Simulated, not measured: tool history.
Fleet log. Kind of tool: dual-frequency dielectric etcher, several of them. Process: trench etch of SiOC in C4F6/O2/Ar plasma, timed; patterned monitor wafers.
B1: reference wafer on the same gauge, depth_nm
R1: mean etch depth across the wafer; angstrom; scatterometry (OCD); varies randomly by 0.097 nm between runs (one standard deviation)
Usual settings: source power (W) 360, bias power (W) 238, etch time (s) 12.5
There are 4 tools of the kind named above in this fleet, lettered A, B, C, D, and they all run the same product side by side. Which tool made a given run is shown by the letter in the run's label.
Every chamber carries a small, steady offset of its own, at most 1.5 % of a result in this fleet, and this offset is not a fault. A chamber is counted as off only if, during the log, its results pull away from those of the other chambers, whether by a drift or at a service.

Run 1A, day 0.188: usual settings; B1 31.393. Result: R1 274.73 angstrom.
Run 2D, day 0.396: usual settings; B1 31.384. Result: R1 274 angstrom.
Run 3B, day 0.7: usual settings; B1 31.411. Result: R1 271.96 angstrom.
At day 0.829: chamber B: wet clean of the chamber.
Run 4C, day 0.975: usual settings; B1 31.392. Result: R1 272.12 angstrom.
Run 5D, day 1.317: usual settings; B1 31.401. Result: R1 275.77 angstrom.
Run 6B, day 1.667: usual settings; B1 31.388. Result: R1 270.88 angstrom.
Run 7C, day 2.058: usual settings; B1 31.395. Result: R1 270.28 angstrom.
Run 8A, day 2.358: usual settings; B1 31.394. Result: R1 273.96 angstrom.
Run 9D, day 2.596: usual settings; B1 31.431. Result: R1 274.78 angstrom.
Run 10B, day 2.871: usual settings but bias power (W) 211, etch time (s) 16; B1 31.357. Result: R1 335.78 angstrom.
Run 11A, day 3.221: usual settings but bias power (W) 211, etch time (s) 16; B1 31.411. Result: R1 338.89 angstrom.
Run 12C, day 3.396: usual settings but bias power (W) 211, etch time (s) 16; B1 31.425. Result: R1 333.69 angstrom.
Run 13C, day 3.729: usual settings but bias power (W) 211, etch time (s) 16; B1 31.407. Result: R1 331.5 angstrom.
Run 14A, day 3.979: usual settings; B1 31.385. Result: R1 273.55 angstrom.
Run 15D, day 4.158: usual settings; B1 31.397. Result: R1 275.87 angstrom.
Run 16B, day 4.35: usual settings; B1 31.4. Result: R1 272.61 angstrom.
At day 4.425: chamber A: wet clean of the chamber.
Run 17A, day 4.608: usual settings; B1 31.409. Result: R1 272.45 angstrom.
Run 18C, day 4.888: usual settings; B1 31.397. Result: R1 271.47 angstrom.
Run 19D, day 5.208: usual settings; B1 31.385. Result: R1 275.24 angstrom.
Run 20B, day 5.379: usual settings; B1 31.42. Result: R1 271.89 angstrom.
Run 21C, day 5.562: usual settings; B1 31.408. Result: R1 272.17 angstrom.
Run 22D, day 5.804: usual settings; B1 31.407. Result: R1 276.67 angstrom.
Run 23A, day 6.075: usual settings; B1 31.407. Result: R1 275.18 angstrom.
Run 24B, day 6.354: usual settings; B1 31.388. Result: R1 272.2 angstrom.
Run 25D, day 6.525: usual settings; B1 31.419. Result: R1 275.46 angstrom.
Run 26B, day 6.775: usual settings; B1 31.368. Result: R1 274.01 angstrom.
Run 27A, day 7.071: usual settings; B1 31.413. Result: R1 274.39 angstrom.
Run 28C, day 7.379: usual settings; B1 31.404. Result: R1 270.85 angstrom.
Run 29B, day 7.729: usual settings; B1 31.391. Result: R1 274.76 angstrom.
Run 30C, day 7.917: usual settings; B1 31.407. Result: R1 271.6 angstrom.
Run 31D, day 8.088: usual settings but source power (W) 430, bias power (W) 217; B1 31.399. Result: R1 287.67 angstrom.
Run 32A, day 8.425: usual settings but source power (W) 430, bias power (W) 217; B1 31.413. Result: R1 284.16 angstrom.

What goes on in this fleet: one chamber off, a drifting gauge, or nothing beyond the chambers' own small offsets? Name the chamber and the cause, if any.

Nothing is wrong: each chamber keeps only its own small, steady offset and the gauge holds still.
